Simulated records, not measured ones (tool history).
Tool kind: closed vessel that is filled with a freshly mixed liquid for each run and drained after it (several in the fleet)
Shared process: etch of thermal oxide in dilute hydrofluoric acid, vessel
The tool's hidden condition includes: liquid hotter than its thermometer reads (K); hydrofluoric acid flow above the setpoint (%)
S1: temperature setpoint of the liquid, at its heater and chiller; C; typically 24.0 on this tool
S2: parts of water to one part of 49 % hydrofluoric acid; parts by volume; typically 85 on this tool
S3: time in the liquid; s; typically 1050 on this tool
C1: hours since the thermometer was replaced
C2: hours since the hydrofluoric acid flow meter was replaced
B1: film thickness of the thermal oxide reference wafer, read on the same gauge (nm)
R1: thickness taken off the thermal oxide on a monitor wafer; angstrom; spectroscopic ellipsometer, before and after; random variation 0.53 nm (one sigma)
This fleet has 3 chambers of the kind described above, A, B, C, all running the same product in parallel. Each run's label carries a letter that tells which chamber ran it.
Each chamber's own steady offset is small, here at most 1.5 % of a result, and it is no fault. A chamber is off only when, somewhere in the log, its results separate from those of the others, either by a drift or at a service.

{"run": "1A", "day": 0.175, "S1": 24.0, "S2": 85, "S3": 1050, "C1": 2465.1, "C2": 1392.4, "B1": 69.994, "R1": 563.29}
{"run": "2B", "day": 0.383, "S1": 24.0, "S2": 85, "S3": 1050, "C1": 504.6, "C2": 776.7, "B1": 69.976, "R1": 565.8}
{"run": "3C", "day": 0.608, "S1": 24.0, "S2": 85, "S3": 1050, "C1": 915.1, "C2": 922.8, "B1": 69.974, "R1": 566.01}
{"run": "4A", "day": 0.704, "S1": 24.0, "S2": 85, "S3": 1050, "C1": 2477.8, "C2": 1405.1, "B1": 69.985, "R1": 557.76}
{"run": "5C", "day": 0.896, "S1": 24.0, "S2": 85, "S3": 1050, "C1": 922.0, "C2": 929.7, "B1": 69.984, "R1": 560.7}
{"run": "6B", "day": 1.075, "S1": 24.0, "S2": 85, "S3": 1050, "C1": 521.2, "C2": 793.3, "B1": 69.967, "R1": 555.17}
{"run": "7A", "day": 1.246, "S1": 27.0, "S2": 60, "S3": 1050, "C1": 2490.8, "C2": 1418.1, "B1": 70.023, "R1": 933.37}
{"run": "8C", "day": 1.392, "S1": 27.0, "S2": 60, "S3": 1050, "C1": 933.9, "C2": 941.6, "B1": 70.035, "R1": 932.5}
{"run": "9B", "day": 1.554, "S1": 27.0, "S2": 60, "S3": 1050, "C1": 532.7, "C2": 804.8, "B1": 70.01, "R1": 929.97}
{"run": "10A", "day": 1.75, "S1": 24.0, "S2": 85, "S3": 1050, "C1": 2502.9, "C2": 1430.2, "B1": 69.956, "R1": 556.96}
{"run": "11C", "day": 1.925, "S1": 24.0, "S2": 85, "S3": 1050, "C1": 946.7, "C2": 954.4, "B1": 69.994, "R1": 567.02}
{"run": "12B", "day": 2.15, "S1": 24.0, "S2": 85, "S3": 1050, "C1": 547.0, "C2": 819.1, "B1": 70.028, "R1": 558.17}
{"run": "13B", "day": 2.375, "S1": 24.0, "S2": 85, "S3": 1050, "C1": 552.4, "C2": 824.5, "B1": 69.985, "R1": 560.19}
{"run": "14A", "day": 2.517, "S1": 24.0, "S2": 85, "S3": 1265, "C1": 2521.3, "C2": 1448.6, "B1": 70.011, "R1": 678.44}
{"run": "15C", "day": 2.617, "S1": 24.0, "S2": 85, "S3": 1265, "C1": 963.3, "C2": 971.0, "B1": 69.977, "R1": 701.56}
{"run": "16A", "day": 2.767, "S1": 24.0, "S2": 85, "S3": 1265, "C1": 2527.3, "C2": 1454.6, "B1": 70.007, "R1": 677.52}
{"run": "17C", "day": 2.967, "S1": 24.0, "S2": 85, "S3": 1050, "C1": 971.7, "C2": 979.4, "B1": 69.988, "R1": 585.55}
{"run": "18B", "day": 3.125, "S1": 24.0, "S2": 85, "S3": 1050, "C1": 570.4, "C2": 842.5, "B1": 70.023, "R1": 553.05}
{"run": "19B", "day": 3.267, "S1": 24.0, "S2": 85, "S3": 1050, "C1": 573.8, "C2": 845.9, "B1": 70.001, "R1": 544.93}
{"run": "20A", "day": 3.375, "S1": 24.0, "S2": 110, "S3": 1050, "C1": 2541.9, "C2": 1469.2, "B1": 69.997, "R1": 417.09}
{"run": "21C", "day": 3.562, "S1": 24.0, "S2": 110, "S3": 1050, "C1": 986.0, "C2": 993.7, "B1": 69.935, "R1": 440.95}
{"run": "22C", "day": 3.758, "S1": 24.0, "S2": 110, "S3": 1050, "C1": 990.7, "C2": 998.4, "B1": 69.99, "R1": 448.09}
{"run": "23B", "day": 3.871, "S1": 24.0, "S2": 85, "S3": 1050, "C1": 588.3, "C2": 860.4, "B1": 69.941, "R1": 563.63}
{"run": "24A", "day": 4.058, "S1": 24.0, "S2": 85, "S3": 1050, "C1": 2558.3, "C2": 1485.6, "B1": 70.032, "R1": 558.56}
{"run": "25B", "day": 4.254, "S1": 24.0, "S2": 85, "S3": 1050, "C1": 597.5, "C2": 869.6, "B1": 69.994, "R1": 558.87}
{"run": "26C", "day": 4.371, "S1": 24.0, "S2": 85, "S3": 1050, "C1": 1005.4, "C2": 1013.1, "B1": 70.018, "R1": 595.0}
{"run": "27A", "day": 4.479, "S1": 24.0, "S2": 85, "S3": 1050, "C1": 2568.4, "C2": 1495.7, "B1": 70.021, "R1": 554.85}
{"run": "28A", "day": 4.654, "S1": 24.0, "S2": 85, "S3": 1050, "C1": 2572.6, "C2": 1499.9, "B1": 69.97, "R1": 557.3}
{"run": "29B", "day": 4.792, "S1": 24.0, "S2": 85, "S3": 1050, "C1": 610.4, "C2": 882.5, "B1": 70.034, "R1": 554.94}
{"run": "30C", "day": 4.971, "S1": 24.0, "S2": 85, "S3": 1050, "C1": 1019.8, "C2": 1027.5, "B1": 69.983, "R1": 599.38}
{"run": "31C", "day": 5.142, "S1": 24.0, "S2": 85, "S3": 1050, "C1": 1023.9, "C2": 1031.6, "B1": 70.002, "R1": 596.92}
{"run": "32A", "day": 5.292, "S1": 24.0, "S2": 85, "S3": 1050, "C1": 2587.9, "C2": 1515.2, "B1": 69.996, "R1": 553.09}
{"day": 5.342, "done": "chamber A: thermometer replaced"}
{"run": "33B", "day": 5.508, "S1": 24.0, "S2": 85, "S3": 1050, "C1": 627.6, "C2": 899.7, "B1": 69.976, "R1": 561.13}
{"run": "34B", "day": 5.712, "S1": 24.0, "S2": 85, "S3": 1050, "C1": 632.5, "C2": 904.6, "B1": 69.989, "R1": 559.76}
{"run": "35A", "day": 5.829, "S1": 24.0, "S2": 85, "S3": 1050, "C1": 11.8, "C2": 1528.1, "B1": 69.979, "R1": 554.99}
{"run": "36C", "day": 5.929, "S1": 24.0, "S2": 85, "S3": 1050, "C1": 1042.8, "C2": 1050.5, "B1": 69.995, "R1": 600.6}
{"run": "37A", "day": 6.112, "S1": 24.0, "S2": 85, "S3": 1050, "C1": 18.6, "C2": 1534.9, "B1": 70.02, "R1": 552.93}
{"run": "38B", "day": 6.304, "S1": 24.0, "S2": 120, "S3": 1385, "C1": 646.7, "C2": 918.8, "B1": 70.057, "R1": 509.59}

Read the log: is a single chamber off, either drifting away or since a service, is the gauge that measures every chamber drifting, or is nothing wrong beyond small per-chamber offsets? Name any odd chamber and what most likely caused it.

Chamber C drifts away from the others.
Most likely cause: liquid hotter than its thermometer reads (K) = 1.85.
From this log alone, it may not be told apart from: hydrofluoric acid flow above the setpoint (%).

Which of the 4 candidates below, each the usual settings with something changed and its results left as question marks, puts chamber C back in line with what the other chambers give on the usual settings?
Counts as in line when no further than this from what the other chambers average on the usual settings: R1 18.00 angstrom
{"run": "39C-1", "day": 6.467, "S1": 24.0, "S2": 85, "S3": 965, "R1": "?"}
{"run": "39C-2", "day": 6.467, "S1": 24.0, "S2": 85, "S3": 1145, "R1": "?"}
{"run": "39C-3", "day": 6.467, "S1": 24.0, "S2": 85, "S3": 1075, "R1": "?"}
{"run": "39C-4", "day": 6.467, "S1": 24.0, "S2": 85, "S3": 1020, "R1": "?"}

Other chambers, usual settings, mean: R1 557.67 angstrom
run=39C-1 R1=559.99
run=39C-2 R1=664.44
run=39C-3 R1=623.82
run=39C-4 R1=591.91
39C-1 puts the chamber back in line with the other chambers.
